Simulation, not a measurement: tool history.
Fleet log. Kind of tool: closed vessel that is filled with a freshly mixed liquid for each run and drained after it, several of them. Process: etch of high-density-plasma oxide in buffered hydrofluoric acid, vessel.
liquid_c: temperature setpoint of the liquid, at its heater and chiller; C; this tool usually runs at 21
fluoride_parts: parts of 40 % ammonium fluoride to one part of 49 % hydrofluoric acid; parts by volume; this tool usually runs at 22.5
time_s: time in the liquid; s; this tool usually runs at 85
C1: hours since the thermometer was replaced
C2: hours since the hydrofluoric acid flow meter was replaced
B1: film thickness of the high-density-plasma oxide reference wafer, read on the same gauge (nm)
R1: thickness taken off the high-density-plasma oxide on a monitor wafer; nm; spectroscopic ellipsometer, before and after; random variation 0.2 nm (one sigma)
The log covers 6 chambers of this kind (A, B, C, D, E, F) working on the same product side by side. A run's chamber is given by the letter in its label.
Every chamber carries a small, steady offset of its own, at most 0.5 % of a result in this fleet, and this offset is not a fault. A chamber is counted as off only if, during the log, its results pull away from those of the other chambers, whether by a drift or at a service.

{"run": "1D", "hour": 5.7, "liquid_c": 21, "fluoride_parts": 22.5, "time_s": 85, "C1": 289.8, "C2": 1678.1, "B1": 129.98, "R1": 42.151}
{"run": "2B", "hour": 14.2, "liquid_c": 21, "fluoride_parts": 22.5, "time_s": 85, "C1": 633.7, "C2": 286.0, "B1": 129.98, "R1": 41.796}
{"run": "3A", "hour": 20.7, "liquid_c": 21, "fluoride_parts": 22.5, "time_s": 85, "C1": 788.8, "C2": 2249.8, "B1": 130.04, "R1": 42.094}
{"run": "4F", "hour": 29.3, "liquid_c": 21, "fluoride_parts": 22.5, "time_s": 85, "C1": 1717.6, "C2": 1764.3, "B1": 129.99, "R1": 41.824}
{"run": "5E", "hour": 37.9, "liquid_c": 21, "fluoride_parts": 22.5, "time_s": 85, "C1": 128.7, "C2": 435.2, "B1": 130.01, "R1": 41.738}
{"run": "6C", "hour": 45.8, "liquid_c": 21, "fluoride_parts": 22.5, "time_s": 85, "C1": 2332.8, "C2": 401.8, "B1": 130.03, "R1": 41.822}
{"run": "7C", "hour": 53.1, "liquid_c": 21, "fluoride_parts": 22.5, "time_s": 85, "C1": 2340.1, "C2": 409.1, "B1": 129.97, "R1": 42.252}
{"run": "8A", "hour": 57.4, "liquid_c": 21, "fluoride_parts": 22.5, "time_s": 85, "C1": 825.5, "C2": 2286.5, "B1": 129.97, "R1": 41.751}
{"run": "9D", "hour": 64.0, "liquid_c": 21, "fluoride_parts": 22.5, "time_s": 85, "C1": 348.1, "C2": 1736.4, "B1": 130.0, "R1": 41.865}
{"run": "10E", "hour": 69.5, "liquid_c": 21, "fluoride_parts": 22.5, "time_s": 85, "C1": 160.3, "C2": 466.8, "B1": 129.97, "R1": 41.927}
{"run": "11F", "hour": 79.0, "liquid_c": 21, "fluoride_parts": 22.5, "time_s": 85, "C1": 1767.3, "C2": 1814.0, "B1": 129.96, "R1": 42.11}
{"run": "12B", "hour": 88.0, "liquid_c": 21, "fluoride_parts": 22.5, "time_s": 85, "C1": 707.5, "C2": 359.8, "B1": 130.03, "R1": 42.079}
{"run": "13C", "hour": 94.8, "liquid_c": 21, "fluoride_parts": 22.5, "time_s": 85, "C1": 2381.8, "C2": 450.8, "B1": 130.01, "R1": 42.112}
{"run": "14A", "hour": 101.7, "liquid_c": 21, "fluoride_parts": 22.5, "time_s": 85, "C1": 869.8, "C2": 2330.8, "B1": 129.99, "R1": 41.863}
{"run": "15E", "hour": 108.5, "liquid_c": 21, "fluoride_parts": 22.5, "time_s": 85, "C1": 199.3, "C2": 505.8, "B1": 129.99, "R1": 41.59}
{"run": "16F", "hour": 115.4, "liquid_c": 21, "fluoride_parts": 22.5, "time_s": 85, "C1": 1803.7, "C2": 1850.4, "B1": 130.04, "R1": 41.629}
{"run": "17D", "hour": 121.6, "liquid_c": 21, "fluoride_parts": 29.0, "time_s": 85, "C1": 405.7, "C2": 1794.0, "B1": 130.0, "R1": 34.948}
{"run": "18B", "hour": 127.9, "liquid_c": 21, "fluoride_parts": 29.0, "time_s": 85, "C1": 747.4, "C2": 399.7, "B1": 130.06, "R1": 34.803}
{"run": "19B", "hour": 133.9, "liquid_c": 21, "fluoride_parts": 29.0, "time_s": 85, "C1": 753.4, "C2": 405.7, "B1": 130.01, "R1": 35.229}
{"hour": 140.6, "done": "chamber C: thermometer replaced"}
{"run": "20E", "hour": 141.0, "liquid_c": 21, "fluoride_parts": 29.0, "time_s": 85, "C1": 231.8, "C2": 538.3, "B1": 130.0, "R1": 34.913}
{"hour": 144.4, "done": "chamber D: hydrofluoric acid flow meter replaced"}
{"run": "21F", "hour": 146.2, "liquid_c": 21, "fluoride_parts": 29.0, "time_s": 85, "C1": 1834.5, "C2": 1881.2, "B1": 130.03, "R1": 34.742}
{"run": "22D", "hour": 151.4, "liquid_c": 21, "fluoride_parts": 29.0, "time_s": 85, "C1": 435.5, "C2": 7.0, "B1": 130.04, "R1": 35.268}
{"run": "23C", "hour": 159.8, "liquid_c": 21, "fluoride_parts": 22.5, "time_s": 85, "C1": 19.2, "C2": 515.8, "B1": 130.01, "R1": 41.89}
{"run": "24A", "hour": 168.8, "liquid_c": 21, "fluoride_parts": 22.5, "time_s": 85, "C1": 936.9, "C2": 2397.9, "B1": 129.96, "R1": 41.612}
{"run": "25A", "hour": 174.3, "liquid_c": 21, "fluoride_parts": 22.5, "time_s": 85, "C1": 942.4, "C2": 2403.4, "B1": 129.98, "R1": 41.961}
{"run": "26E", "hour": 178.8, "liquid_c": 21, "fluoride_parts": 22.5, "time_s": 85, "C1": 269.6, "C2": 576.1, "B1": 130.04, "R1": 41.671}
{"hour": 182.1, "done": "chamber A: hydrofluoric acid flow meter replaced"}
{"run": "27B", "hour": 184.9, "liquid_c": 21, "fluoride_parts": 22.5, "time_s": 85, "C1": 804.4, "C2": 456.7, "B1": 129.95, "R1": 41.644}
{"run": "28F", "hour": 191.8, "liquid_c": 21, "fluoride_parts": 22.5, "time_s": 85, "C1": 1880.1, "C2": 1926.8, "B1": 130.0, "R1": 41.917}
{"run": "29D", "hour": 196.1, "liquid_c": 21, "fluoride_parts": 22.5, "time_s": 85, "C1": 480.2, "C2": 51.7, "B1": 130.03, "R1": 42.042}
{"run": "30C", "hour": 200.9, "liquid_c": 21, "fluoride_parts": 22.5, "time_s": 85, "C1": 60.3, "C2": 556.9, "B1": 130.02, "R1": 42.108}
{"run": "31A", "hour": 210.3, "liquid_c": 21, "fluoride_parts": 22.5, "time_s": 85, "C1": 978.4, "C2": 28.3, "B1": 129.99, "R1": 41.92}
{"run": "32C", "hour": 214.7, "liquid_c": 21, "fluoride_parts": 22.5, "time_s": 85, "C1": 74.1, "C2": 570.7, "B1": 129.98, "R1": 41.708}
{"run": "33B", "hour": 219.7, "liquid_c": 21, "fluoride_parts": 22.5, "time_s": 85, "C1": 839.2, "C2": 491.5, "B1": 130.01, "R1": 41.942}
{"run": "34D", "hour": 228.0, "liquid_c": 21, "fluoride_parts": 22.5, "time_s": 85, "C1": 512.1, "C2": 83.6, "B1": 129.98, "R1": 41.949}
{"run": "35F", "hour": 236.0, "liquid_c": 21, "fluoride_parts": 22.5, "time_s": 85, "C1": 1924.3, "C2": 1971.0, "B1": 130.02, "R1": 41.485}
{"run": "36E", "hour": 241.8, "liquid_c": 21, "fluoride_parts": 22.5, "time_s": 85, "C1": 332.6, "C2": 639.1, "B1": 129.96, "R1": 41.912}
{"run": "37E", "hour": 246.8, "liquid_c": 21, "fluoride_parts": 22.5, "time_s": 85, "C1": 337.6, "C2": 644.1, "B1": 129.99, "R1": 42.063}
{"run": "38A", "hour": 252.2, "liquid_c": 21, "fluoride_parts": 22.5, "time_s": 85, "C1": 1020.3, "C2": 70.2, "B1": 129.98, "R1": 41.483}
{"run": "39D", "hour": 259.3, "liquid_c": 21, "fluoride_parts": 22.5, "time_s": 85, "C1": 543.4, "C2": 114.9, "B1": 129.99, "R1": 41.959}
{"run": "40C", "hour": 263.7, "liquid_c": 21, "fluoride_parts": 22.5, "time_s": 85, "C1": 123.1, "C2": 619.7, "B1": 130.0, "R1": 42.271}
{"run": "41B", "hour": 269.3, "liquid_c": 21, "fluoride_parts": 22.5, "time_s": 85, "C1": 888.8, "C2": 541.1, "B1": 130.01, "R1": 41.429}
{"run": "42F", "hour": 273.8, "liquid_c": 21, "fluoride_parts": 22.5, "time_s": 85, "C1": 1962.1, "C2": 2008.8, "B1": 129.97, "R1": 42.288}
{"run": "43C", "hour": 279.3, "liquid_c": 21, "fluoride_parts": 22.5, "time_s": 85, "C1": 138.7, "C2": 635.3, "B1": 130.01, "R1": 41.63}

One chamber off, gauge drift, or nothing amiss beyond the chambers' own small offsets? If it is a chamber, which one, and what is the likeliest cause?

The fleet is healthy, with each chamber sitting at its usual small offset and no drift in the gauge.
